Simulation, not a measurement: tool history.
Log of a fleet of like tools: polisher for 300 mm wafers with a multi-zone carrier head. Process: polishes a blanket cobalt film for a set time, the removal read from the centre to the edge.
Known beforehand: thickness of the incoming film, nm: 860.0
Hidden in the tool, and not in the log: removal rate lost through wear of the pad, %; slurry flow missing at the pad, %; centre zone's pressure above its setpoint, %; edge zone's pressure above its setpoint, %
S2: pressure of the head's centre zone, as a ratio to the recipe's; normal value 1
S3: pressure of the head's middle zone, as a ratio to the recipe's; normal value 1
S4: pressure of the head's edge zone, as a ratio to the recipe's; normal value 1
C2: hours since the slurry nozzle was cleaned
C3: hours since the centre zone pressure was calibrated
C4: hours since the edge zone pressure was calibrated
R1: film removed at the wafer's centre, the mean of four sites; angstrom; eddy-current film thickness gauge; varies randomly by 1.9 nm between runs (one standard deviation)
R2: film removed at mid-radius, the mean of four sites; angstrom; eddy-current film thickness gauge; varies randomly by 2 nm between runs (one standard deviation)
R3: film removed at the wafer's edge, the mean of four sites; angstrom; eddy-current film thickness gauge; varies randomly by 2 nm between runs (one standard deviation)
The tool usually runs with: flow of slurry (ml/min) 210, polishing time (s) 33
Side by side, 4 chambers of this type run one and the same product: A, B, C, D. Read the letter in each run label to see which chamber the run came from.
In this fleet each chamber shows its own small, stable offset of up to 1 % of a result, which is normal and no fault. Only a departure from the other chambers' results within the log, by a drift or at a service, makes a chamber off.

run 1B day=0.546 | flow_of_slurry_(ml/min)=210 S2=1 S3=1 S4=1 polishing_time_(s)=33 | wafers_polished_on_this_pad=577 C2=52.1 C3=135.3 C4=65 | R1=1505.5 R2=1509.4 R3=1505
run 2D day=1.004 | flow_of_slurry_(ml/min)=210 S2=1 S3=1 S4=1 polishing_time_(s)=33 | wafers_polished_on_this_pad=1169 C2=521 C3=67.5 C4=558.3 | R1=1505.3 R2=1457.7 R3=1492.3
-- day=1.088 chamber D: worn pad replaced by a new one
run 3C day=1.317 | flow_of_slurry_(ml/min)=210 S2=1 S3=1 S4=1 polishing_time_(s)=33 | wafers_polished_on_this_pad=917 C2=141.8 C3=438.4 C4=95.9 | R1=1518.1 R2=1511.1 R3=1536
-- day=1.408 chamber C: worn pad replaced by a new one
run 4A day=1.662 | flow_of_slurry_(ml/min)=210 S2=1 S3=1 S4=1 polishing_time_(s)=33 | wafers_polished_on_this_pad=720 C2=165 C3=262.6 C4=66.8 | R1=1526.4 R2=1516.7 R3=1531.6
run 5A day=2.262 | flow_of_slurry_(ml/min)=210 S2=1 S3=1 S4=1 polishing_time_(s)=33 | wafers_polished_on_this_pad=909 C2=179.4 C3=277 C4=81.2 | R1=1487.2 R2=1532.3 R3=1519.8
run 6C day=2.696 | flow_of_slurry_(ml/min)=210 S2=1 S3=1 S4=1 polishing_time_(s)=33 | wafers_polished_on_this_pad=405 C2=174.9 C3=471.5 C4=129 | R1=1489.2 R2=1499.9 R3=1510.9
-- day=2.808 chamber B: worn pad replaced by a new one
run 7B day=2.979 | flow_of_slurry_(ml/min)=210 S2=1 S3=1 S4=1 polishing_time_(s)=33 | wafers_polished_on_this_pad=53 C2=110.5 C3=193.7 C4=123.4 | R1=1509.6 R2=1508 R3=1500.1
-- day=3.021 chamber A: worn pad replaced by a new one
run 8D day=3.546 | flow_of_slurry_(ml/min)=210 S2=1 S3=1 S4=1 polishing_time_(s)=33 | wafers_polished_on_this_pad=773 C2=582 C3=128.5 C4=619.3 | R1=1530.9 R2=1528.6 R3=1491
run 9D day=4 | flow_of_slurry_(ml/min)=210 S2=1 S3=1 S4=1 polishing_time_(s)=33 | wafers_polished_on_this_pad=916 C2=592.9 C3=139.4 C4=630.2 | R1=1523.6 R2=1493 R3=1560.7
run 10C day=4.396 | flow_of_slurry_(ml/min)=210 S2=1 S3=1 S4=1 polishing_time_(s)=33 | wafers_polished_on_this_pad=940 C2=215.7 C3=512.3 C4=169.8 | R1=1507.6 R2=1528 R3=1527.8
-- day=4.571 chamber D: worn pad replaced by a new one
-- day=4.829 chamber C: worn pad replaced by a new one
run 11B day=4.917 | flow_of_slurry_(ml/min)=210 S2=1 S3=1 S4=1 polishing_time_(s)=33 | wafers_polished_on_this_pad=663 C2=157 C3=240.2 C4=169.9 | R1=1537.7 R2=1518.1 R3=1456.4
run 12A day=5.267 | flow_of_slurry_(ml/min)=210 S2=1 S3=1 S4=1 polishing_time_(s)=33 | wafers_polished_on_this_pad=707 C2=251.5 C3=349.1 C4=153.3 | R1=1534.4 R2=1513.7 R3=1524
run 13A day=5.621 | flow_of_slurry_(ml/min)=210 S2=1 S3=1 S4=1 polishing_time_(s)=33 | wafers_polished_on_this_pad=818 C2=260 C3=357.6 C4=161.8 | R1=1518.4 R2=1551.5 R3=1511.5
-- day=6.096 chamber D: slurry nozzle cleaned
-- day=6.142 chamber A: worn pad replaced by a new one
run 14D day=6.146 | flow_of_slurry_(ml/min)=210 S2=1 S3=1 S4=1 polishing_time_(s)=33 | wafers_polished_on_this_pad=496 C2=1.3 C3=190.9 C4=681.7 | R1=1539.4 R2=1506.1 R3=1489.9
run 15C day=6.579 | flow_of_slurry_(ml/min)=210 S2=1 S3=1 S4=1 polishing_time_(s)=33 | wafers_polished_on_this_pad=550 C2=268.1 C3=564.7 C4=222.2 | R1=1525.1 R2=1536.2 R3=1528.5
-- day=6.879 chamber B: worn pad replaced by a new one
run 16B day=6.912 | flow_of_slurry_(ml/min)=210 S2=1 S3=1 S4=1 polishing_time_(s)=33 | wafers_polished_on_this_pad=11 C2=204.9 C3=288.1 C4=217.8 | R1=1545.8 R2=1530.3 R3=1466.7
run 17B day=7.246 | flow_of_slurry_(ml/min)=210 S2=1 S3=1 S4=1 polishing_time_(s)=33 | wafers_polished_on_this_pad=116 C2=212.9 C3=296.1 C4=225.8 | R1=1531.2 R2=1509.3 R3=1475.5
run 18D day=7.583 | flow_of_slurry_(ml/min)=210 S2=1 S3=1.11 S4=1 polishing_time_(s)=33 | wafers_polished_on_this_pad=948 C2=35.8 C3=225.4 C4=716.2 | R1=1510.2 R2=1677.4 R3=1496.5
-- day=8.033 chamber D: worn pad replaced by a new one
run 19C day=8.121 | flow_of_slurry_(ml/min)=210 S2=1 S3=1.11 S4=1 polishing_time_(s)=33 | wafers_polished_on_this_pad=1035 C2=305.1 C3=601.7 C4=259.2 | R1=1531.6 R2=1643.7 R3=1514.6
-- day=8.483 chamber C: worn pad replaced by a new one
run 20A day=8.679 | flow_of_slurry_(ml/min)=210 S2=1 S3=1.11 S4=1 polishing_time_(s)=33 | wafers_polished_on_this_pad=799 C2=333.4 C3=431 C4=235.2 | R1=1508.6 R2=1651.9 R3=1521.4
-- day=8.733 chamber D: edge zone pressure recalibrated
run 21B day=9.012 | flow_of_slurry_(ml/min)=210 S2=1 S3=1.11 S4=1 polishing_time_(s)=33 | wafers_polished_on_this_pad=671 C2=255.3 C3=338.5 C4=268.2 | R1=1569.3 R2=1697.1 R3=1519.9
run 22A day=9.55 | flow_of_slurry_(ml/min)=210 S2=1 S3=1 S4=1 polishing_time_(s)=33 | wafers_polished_on_this_pad=1072 C2=354.3 C3=451.9 C4=256.1 | R1=1553.9 R2=1493.5 R3=1507.7
-- day=9.896 chamber A: worn pad replaced by a new one
run 23C day=9.942 | flow_of_slurry_(ml/min)=210 S2=1 S3=1 S4=1 polishing_time_(s)=33 | wafers_polished_on_this_pad=459 C2=348.8 C3=645.4 C4=302.9 | R1=1506.6 R2=1499.4 R3=1464.8
run 24D day=10.288 | flow_of_slurry_(ml/min)=210 S2=1 S3=1 S4=0.94 polishing_time_(s)=33 | wafers_polished_on_this_pad=709 C2=100.7 C3=290.3 C4=37.4 | R1=1509 R2=1470.2 R3=1484.6
-- day=10.696 chamber B: worn pad replaced by a new one
run 25D day=10.771 | flow_of_slurry_(ml/min)=210 S2=1 S3=1 S4=0.94 polishing_time_(s)=33 | wafers_polished_on_this_pad=861 C2=112.3 C3=301.9 C4=49 | R1=1517.8 R2=1522.6 R3=1498.2
-- day=11.279 chamber B: slurry nozzle cleaned
run 26B day=11.367 | flow_of_slurry_(ml/min)=210 S2=1 S3=1 S4=0.94 polishing_time_(s)=33 | wafers_polished_on_this_pad=211 C2=2.2 C3=395 C4=324.7 | R1=1601.3 R2=1524.4 R3=1454.6
run 27C day=11.729 | flow_of_slurry_(ml/min)=210 S2=1 S3=1 S4=0.94 polishing_time_(s)=33 | wafers_polished_on_this_pad=1021 C2=391.7 C3=688.3 C4=345.8 | R1=1507.1 R2=1542 R3=1481.4
-- day=11.733 chamber C: slurry nozzle cleaned
-- day=11.871 chamber C: worn pad replaced by a new one
-- day=11.929 chamber D: worn pad replaced by a new one
run 28A day=12.117 | flow_of_slurry_(ml/min)=210 S2=1 S3=1 S4=1 polishing_time_(s)=33 | wafers_polished_on_this_pad=699 C2=415.9 C3=513.5 C4=317.7 | R1=1530.9 R2=1474.3 R3=1490.1
run 29D day=12.404 | flow_of_slurry_(ml/min)=210 S2=1 S3=1 S4=1 polishing_time_(s)=33 | wafers_polished_on_this_pad=149 C2=151.5 C3=341.1 C4=88.2 | R1=1515.8 R2=1533.5 R3=1522.5
run 30B day=12.854 | flow_of_slurry_(ml/min)=210 S2=1 S3=1 S4=1 polishing_time_(s)=33 | wafers_polished_on_this_pad=679 C2=37.9 C3=430.7 C4=360.4 | R1=1640.7 R2=1534.3 R3=1496.8
-- day=13.338 chamber A: worn pad replaced by a new one
run 31C day=13.379 | flow_of_slurry_(ml/min)=210 S2=1 S3=1 S4=1 polishing_time_(s)=33 | wafers_polished_on_this_pad=475 C2=39.5 C3=727.9 C4=385.4 | R1=1526.5 R2=1514 R3=1511.5
run 32A day=13.742 | flow_of_slurry_(ml/min)=210 S2=1 S3=1 S4=1 polishing_time_(s)=33 | wafers_polished_on_this_pad=128 C2=454.9 C3=552.5 C4=356.7 | R1=1515.7 R2=1516.1 R3=1518.9
run 33C day=14.021 | flow_of_slurry_(ml/min)=210 S2=0.94 S3=1 S4=1 polishing_time_(s)=37 | wafers_polished_on_this_pad=676 C2=54.9 C3=743.3 C4=400.8 | R1=1582.4 R2=1701.6 R3=1743.8
-- day=14.075 chamber A: slurry nozzle cleaned
run 34D day=14.338 | flow_of_slurry_(ml/min)=210 S2=0.94 S3=1 S4=1 polishing_time_(s)=37 | wafers_polished_on_this_pad=757 C2=197.9 C3=387.5 C4=134.6 | R1=1582.2 R2=1652.8 R3=1720.1
-- day=14.392 chamber B: worn pad replaced by a new one
-- day=14.958 chamber C: worn pad replaced by a new one
run 35A day=14.958 | flow_of_slurry_(ml/min)=210 S2=0.94 S3=1 S4=1 polishing_time_(s)=37 | wafers_polished_on_this_pad=510 C2=21.3 C3=581.7 C4=385.9 | R1=1616.9 R2=1693.9 R3=1704.5
run 36B day=15.379 | flow_of_slurry_(ml/min)=210 S2=0.94 S3=1 S4=1 polishing_time_(s)=37 | wafers_polished_on_this_pad=311 C2=98.5 C3=491.3 C4=421 | R1=1732.5 R2=1643.4 R3=1724.9
-- day=15.758 chamber D: worn pad replaced by a new one
run 37A day=15.842 | flow_of_slurry_(ml/min)=210 S2=1 S3=1 S4=1.04 polishing_time_(s)=28 | wafers_polished_on_this_pad=788 C2=42.5 C3=602.9 C4=407.1 | R1=1267.1 R2=1278.2 R3=1307.9
run 38C day=16.162 | flow_of_slurry_(ml/min)=210 S2=1 S3=1 S4=1.04 polishing_time_(s)=28 | wafers_polished_on_this_pad=378 C2=106.3 C3=794.7 C4=452.2 | R1=1292.7 R2=1295.9 R3=1328.6
run 39D day=16.471 | flow_of_slurry_(ml/min)=210 S2=1 S3=1 S4=1.04 polishing_time_(s)=28 | wafers_polished_on_this_pad=224 C2=249.1 C3=438.7 C4=185.8 | R1=1285.1 R2=1290.3 R3=1314
run 40B day=17.021 | flow_of_slurry_(ml/min)=210 S2=1 S3=1 S4=1.04 polishing_time_(s)=28 | wafers_polished_on_this_pad=828 C2=137.9 C3=530.7 C4=460.4 | R1=1442 R2=1265.7 R3=1302.6

Predict what each chamber gives when all 4 of them run the settings below next.
run 41A day=17.483 | flow_of_slurry_(ml/min)=210 S2=1 S3=1 S4=1.11 polishing_time_(s)=33 | R1=? R2=? R3=?
run 41B day=17.483 | flow_of_slurry_(ml/min)=210 S2=1 S3=1 S4=1.11 polishing_time_(s)=33 | R1=? R2=? R3=?
run 41C day=17.483 | flow_of_slurry_(ml/min)=210 S2=1 S3=1 S4=1.11 polishing_time_(s)=33 | R1=? R2=? R3=?
run 41D day=17.483 | flow_of_slurry_(ml/min)=210 S2=1 S3=1 S4=1.11 polishing_time_(s)=33 | R1=? R2=? R3=?

run=41A R1=1489.3 R2=1463.5 R3=1601.3
run=41B R1=1693.9 R2=1497.4 R3=1629.1
run=41C R1=1486.8 R2=1537.3 R3=1623.2
run=41D R1=1505 R2=1521.9 R3=1592.7
